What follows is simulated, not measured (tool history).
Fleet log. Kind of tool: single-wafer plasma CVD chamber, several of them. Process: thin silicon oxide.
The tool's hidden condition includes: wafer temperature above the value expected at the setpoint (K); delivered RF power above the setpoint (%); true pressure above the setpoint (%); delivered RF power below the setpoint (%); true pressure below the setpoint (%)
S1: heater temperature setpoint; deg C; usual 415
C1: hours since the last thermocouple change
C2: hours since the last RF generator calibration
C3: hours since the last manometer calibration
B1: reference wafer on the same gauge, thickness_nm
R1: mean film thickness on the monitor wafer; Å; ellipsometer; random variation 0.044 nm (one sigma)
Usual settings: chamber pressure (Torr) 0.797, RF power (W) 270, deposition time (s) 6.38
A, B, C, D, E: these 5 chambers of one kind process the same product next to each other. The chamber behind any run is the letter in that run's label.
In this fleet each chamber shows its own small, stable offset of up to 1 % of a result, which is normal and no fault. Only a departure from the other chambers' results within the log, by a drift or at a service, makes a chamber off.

Run 1A, hour 7.6: usual settings; C1 298.0; C2 1441.0; C3 197.3; B1 12.891. Result: R1 110.34 Å.
Run 2B, hour 14.6: usual settings; C1 550.9; C2 814.9; C3 1297.6; B1 12.886. Result: R1 111.71 Å.
Run 3E, hour 22.4: usual settings; C1 2217.6; C2 708.7; C3 2001.0; B1 12.891. Result: R1 110.53 Å.
Run 4C, hour 30.5: usual settings; C1 440.2; C2 145.2; C3 969.8; B1 12.903. Result: R1 110.66 Å.
Run 5D, hour 36.5: usual settings but RF power (W) 315; C1 995.2; C2 838.9; C3 981.9; B1 12.909. Result: R1 118.22 Å.
Run 6D, hour 43.5: usual settings but RF power (W) 315; C1 1002.2; C2 845.9; C3 988.9; B1 12.896. Result: R1 117.93 Å.
Run 7C, hour 54.1: usual settings but RF power (W) 315; C1 463.8; C2 168.8; C3 993.4; B1 12.902. Result: R1 117.95 Å.
Run 8B, hour 62.8: usual settings but RF power (W) 315; C1 599.1; C2 863.1; C3 1345.8; B1 12.914. Result: R1 118.66 Å.
Run 9E, hour 71.6: usual settings but RF power (W) 315; C1 2266.8; C2 757.9; C3 2050.2; B1 12.886. Result: R1 116.79 Å.
Run 10A, hour 82.5: usual settings; C1 372.9; C2 1515.9; C3 272.2; B1 12.894. Result: R1 108.82 Å.
Run 11C, hour 94.2: usual settings; C1 503.9; C2 208.9; C3 1033.5; B1 12.890. Result: R1 110.88 Å.
Run 12D, hour 101.7: usual settings; C1 1060.4; C2 904.1; C3 1047.1; B1 12.908. Result: R1 111.31 Å.
Run 13E, hour 110.0: usual settings; C1 2305.2; C2 796.3; C3 2088.6; B1 12.905. Result: R1 110.58 Å.
Run 14B, hour 119.8: usual settings; C1 656.1; C2 920.1; C3 1402.8; B1 12.892. Result: R1 111.30 Å.
Run 15A, hour 132.5: usual settings; C1 422.9; C2 1565.9; C3 322.2; B1 12.902. Result: R1 110.09 Å.
At hour 139.7: chamber B: capacitance manometer re-zeroed and calibrated.
Run 16D, hour 140.6: usual settings; C1 1099.3; C2 943.0; C3 1086.0; B1 12.900. Result: R1 111.06 Å.
Run 17B, hour 151.9: usual settings; C1 688.2; C2 952.2; C3 12.3; B1 12.894. Result: R1 113.86 Å.
Run 18A, hour 162.3: usual settings; C1 452.7; C2 1595.7; C3 352.0; B1 12.915. Result: R1 110.22 Å.
Run 19E, hour 168.2: usual settings; C1 2363.4; C2 854.5; C3 2146.8; B1 12.885. Result: R1 109.85 Å.
Run 20C, hour 180.3: usual settings but S1 430 deg C, RF power (W) 250; C1 590.0; C2 295.0; C3 1119.6; B1 12.904. Result: R1 105.24 Å.
Run 21E, hour 187.7: usual settings but S1 430 deg C, RF power (W) 250; C1 2382.9; C2 874.0; C3 2166.3; B1 12.902. Result: R1 105.46 Å.
Run 22C, hour 198.3: usual settings but S1 430 deg C, RF power (W) 250; C1 608.0; C2 313.0; C3 1137.6; B1 12.899. Result: R1 105.57 Å.
Run 23A, hour 209.4: usual settings but S1 430 deg C, RF power (W) 250; C1 499.8; C2 1642.8; C3 399.1; B1 12.883. Result: R1 105.89 Å.
Run 24D, hour 220.8: usual settings but S1 430 deg C, RF power (W) 250; C1 1179.5; C2 1023.2; C3 1166.2; B1 12.907. Result: R1 104.90 Å.
Run 25B, hour 229.5: usual settings; C1 765.8; C2 1029.8; C3 89.9; B1 12.899. Result: R1 113.03 Å.
Run 26B, hour 236.9: usual settings; C1 773.2; C2 1037.2; C3 97.3; B1 12.894. Result: R1 113.79 Å.
At hour 240.4: chamber E: thermocouple changed; heater temperature recalibrated.
Run 27A, hour 250.0: usual settings; C1 540.4; C2 1683.4; C3 439.7; B1 12.899. Result: R1 110.35 Å.
Run 28E, hour 262.4: usual settings but RF power (W) 245; C1 22.0; C2 948.7; C3 2241.0; B1 12.906. Result: R1 105.41 Å.
Run 29C, hour 271.6: usual settings but RF power (W) 245; C1 681.3; C2 386.3; C3 1210.9; B1 12.905. Result: R1 105.29 Å.
Run 30D, hour 283.7: usual settings but RF power (W) 245; C1 1242.4; C2 1086.1; C3 1229.1; B1 12.903. Result: R1 105.49 Å.
Run 31E, hour 291.8: usual settings but RF power (W) 245; C1 51.4; C2 978.1; C3 2270.4; B1 12.904. Result: R1 105.31 Å.
Run 32C, hour 299.3: usual settings but RF power (W) 245; C1 709.0; C2 414.0; C3 1238.6; B1 12.904. Result: R1 106.15 Å.
Run 33B, hour 312.4: usual settings; C1 848.7; C2 1112.7; C3 172.8; B1 12.890. Result: R1 113.85 Å.
Run 34D, hour 319.4: usual settings; C1 1278.1; C2 1121.8; C3 1264.8; B1 12.911. Result: R1 110.40 Å.
Run 35A, hour 329.7: usual settings; C1 620.1; C2 1763.1; C3 519.4; B1 12.908. Result: R1 110.49 Å.
Run 36C, hour 339.4: usual settings; C1 749.1; C2 454.1; C3 1278.7; B1 12.896. Result: R1 110.56 Å.
Run 37E, hour 347.5: usual settings; C1 107.1; C2 1033.8; C3 2326.1; B1 12.895. Result: R1 109.54 Å.
Run 38B, hour 356.0: usual settings; C1 892.3; C2 1156.3; C3 216.4; B1 12.905. Result: R1 114.34 Å.
Run 39A, hour 366.7: usual settings; C1 657.1; C2 1800.1; C3 556.4; B1 12.899. Result: R1 111.13 Å.

Each of the 5 chambers runs these same settings next. Fill in every chamber's results:
Run 40A, hour 376.2: usual settings but RF power (W) 290. Result: R1 ?.
Run 40B, hour 376.2: usual settings but RF power (W) 290. Result: R1 ?.
Run 40C, hour 376.2: usual settings but RF power (W) 290. Result: R1 ?.
Run 40D, hour 376.2: usual settings but RF power (W) 290. Result: R1 ?.
Run 40E, hour 376.2: usual settings but RF power (W) 290. Result: R1 ?.

run      R1
40A  113.80
40B  117.56
40C  114.14
40D  113.16
40E  113.48

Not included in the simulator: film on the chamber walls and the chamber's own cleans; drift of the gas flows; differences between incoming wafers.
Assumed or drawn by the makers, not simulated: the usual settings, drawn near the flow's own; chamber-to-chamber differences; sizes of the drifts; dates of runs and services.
